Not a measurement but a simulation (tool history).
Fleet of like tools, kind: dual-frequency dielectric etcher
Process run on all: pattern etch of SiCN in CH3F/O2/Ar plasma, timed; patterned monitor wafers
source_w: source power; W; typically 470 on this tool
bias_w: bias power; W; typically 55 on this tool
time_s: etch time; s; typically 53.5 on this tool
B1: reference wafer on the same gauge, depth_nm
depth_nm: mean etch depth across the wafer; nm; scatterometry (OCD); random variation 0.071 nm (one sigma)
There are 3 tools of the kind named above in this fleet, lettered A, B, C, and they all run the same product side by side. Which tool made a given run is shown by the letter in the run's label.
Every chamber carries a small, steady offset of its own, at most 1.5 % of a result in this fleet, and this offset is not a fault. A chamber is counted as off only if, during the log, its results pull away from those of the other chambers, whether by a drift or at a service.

Run 1C, hour 9.3: usual settings; B1 19.606. Result: depth_nm 19.462 nm.
Run 2B, hour 18.2: usual settings; B1 19.585. Result: depth_nm 19.373 nm.
Run 3A, hour 33.9: usual settings; B1 19.61. Result: depth_nm 19.731 nm.
Run 4B, hour 43.9: usual settings; B1 19.572. Result: depth_nm 19.357 nm.
Run 5C, hour 54.9: usual settings; B1 19.592. Result: depth_nm 19.44 nm.
At hour 57.7: chamber B: wet clean of the chamber.
Run 6A, hour 69.4: usual settings; B1 19.623. Result: depth_nm 19.844 nm.
Run 7B, hour 80.4: usual settings; B1 19.588. Result: depth_nm 19.283 nm.
Run 8A, hour 94.2: usual settings; B1 19.61. Result: depth_nm 19.712 nm.
Run 9C, hour 109: usual settings but source_w 370 W, bias_w 48 W; B1 19.594. Result: depth_nm 16.976 nm.
Run 10B, hour 120.2: usual settings but source_w 370 W, bias_w 48 W; B1 19.599. Result: depth_nm 16.792 nm.
Run 11C, hour 135.5: usual settings but source_w 370 W, bias_w 48 W; B1 19.61. Result: depth_nm 17.022 nm.
Run 12A, hour 145.3: usual settings; B1 19.586. Result: depth_nm 19.749 nm.
Run 13C, hour 158.1: usual settings; B1 19.619. Result: depth_nm 19.625 nm.
Run 14B, hour 169.4: usual settings; B1 19.585. Result: depth_nm 19.347 nm.
Run 15A, hour 185.4: usual settings; B1 19.593. Result: depth_nm 19.865 nm.
Run 16C, hour 197.3: usual settings; B1 19.603. Result: depth_nm 19.699 nm.
Run 17B, hour 208.6: usual settings; B1 19.607. Result: depth_nm 19.296 nm.
Run 18A, hour 219.3: usual settings; B1 19.609. Result: depth_nm 19.791 nm.
Run 19B, hour 235: usual settings; B1 19.599. Result: depth_nm 19.329 nm.
Run 20C, hour 248.7: usual settings but bias_w 69 W, time_s 48 s; B1 19.592. Result: depth_nm 19.065 nm.
Run 21A, hour 259.3: usual settings but bias_w 69 W, time_s 48 s; B1 19.598. Result: depth_nm 19.098 nm.
Run 22B, hour 267.7: usual settings but bias_w 69 W, time_s 48 s; B1 19.583. Result: depth_nm 18.747 nm.
Run 23C, hour 283.1: usual settings; B1 19.61. Result: depth_nm 19.679 nm.
Run 24A, hour 294.5: usual settings; B1 19.614. Result: depth_nm 19.605 nm.
Run 25B, hour 307.7: usual settings; B1 19.593. Result: depth_nm 19.347 nm.
Run 26A, hour 323.8: usual settings; B1 19.592. Result: depth_nm 19.846 nm.
Run 27C, hour 338: usual settings; B1 19.604. Result: depth_nm 19.683 nm.
Run 28B, hour 346.4: usual settings; B1 19.586. Result: depth_nm 19.264 nm.
Run 29C, hour 360.3: usual settings; B1 19.591. Result: depth_nm 19.717 nm.
Run 30A, hour 372.6: usual settings; B1 19.597. Result: depth_nm 19.692 nm.
Run 31A, hour 386.2: usual settings; B1 19.597. Result: depth_nm 19.681 nm.
At hour 391.7: chamber A: wet clean of the chamber.
Run 32B, hour 396.6: usual settings; B1 19.598. Result: depth_nm 19.249 nm.
Run 33C, hour 409.6: usual settings; B1 19.594. Result: depth_nm 19.873 nm.
Run 34B, hour 425.3: usual settings; B1 19.592. Result: depth_nm 19.354 nm.
Run 35C, hour 437.7: usual settings but source_w 370 W, bias_w 63 W; B1 19.611. Result: depth_nm 19.083 nm.
Run 36A, hour 452.1: usual settings but source_w 370 W, bias_w 63 W; B1 19.588. Result: depth_nm 18.88 nm.
Run 37A, hour 464.1: usual settings but source_w 370 W, bias_w 63 W; B1 19.593. Result: depth_nm 18.698 nm.
Run 38C, hour 479.7: usual settings; B1 19.596. Result: depth_nm 19.959 nm.
Run 39B, hour 488.3: usual settings; B1 19.602. Result: depth_nm 19.292 nm.
Run 40C, hour 503.8: usual settings; B1 19.604. Result: depth_nm 20.108 nm.
Run 41A, hour 516.8: usual settings; B1 19.605. Result: depth_nm 19.721 nm.
At hour 521.4: chamber B: wet clean of the chamber.
Run 42B, hour 532.2: usual settings; B1 19.597. Result: depth_nm 19.369 nm.
Run 43C, hour 541: usual settings but source_w 430 W; B1 19.59. Result: depth_nm 19.431 nm.

Is one chamber off against the others, does the gauge drift, or is nothing wrong? If a chamber is off, say which, and what the likeliest cause is.

It is chamber C that slowly wanders off from its peers.
Most likely cause: etch rate over this chamber's usual, % = 3.56.

Which of the 4 candidates below, each the usual settings with something changed and its results left as question marks, puts chamber C back in line with what the other chambers give on the usual settings?
In-line tolerance around the mean of the other chambers on the usual settings: depth_nm 0.25 nm
Run 44C-1, hour 552.7: usual settings but time_s 55 s. Result: depth_nm ?.
Run 44C-2, hour 552.7: usual settings but bias_w 54 W. Result: depth_nm ?.
Run 44C-3, hour 552.7: usual settings but time_s 54 s. Result: depth_nm ?.
Run 44C-4, hour 552.7: usual settings but source_w 440 W. Result: depth_nm ?.

What the other chambers average on the usual settings: depth_nm 19.524 nm
  run  depth_nm
44C-1    20.668
44C-2    19.984
44C-3    20.292
44C-4    19.602
44C-4 is the one that brings the chamber's results back in line with the other chambers.

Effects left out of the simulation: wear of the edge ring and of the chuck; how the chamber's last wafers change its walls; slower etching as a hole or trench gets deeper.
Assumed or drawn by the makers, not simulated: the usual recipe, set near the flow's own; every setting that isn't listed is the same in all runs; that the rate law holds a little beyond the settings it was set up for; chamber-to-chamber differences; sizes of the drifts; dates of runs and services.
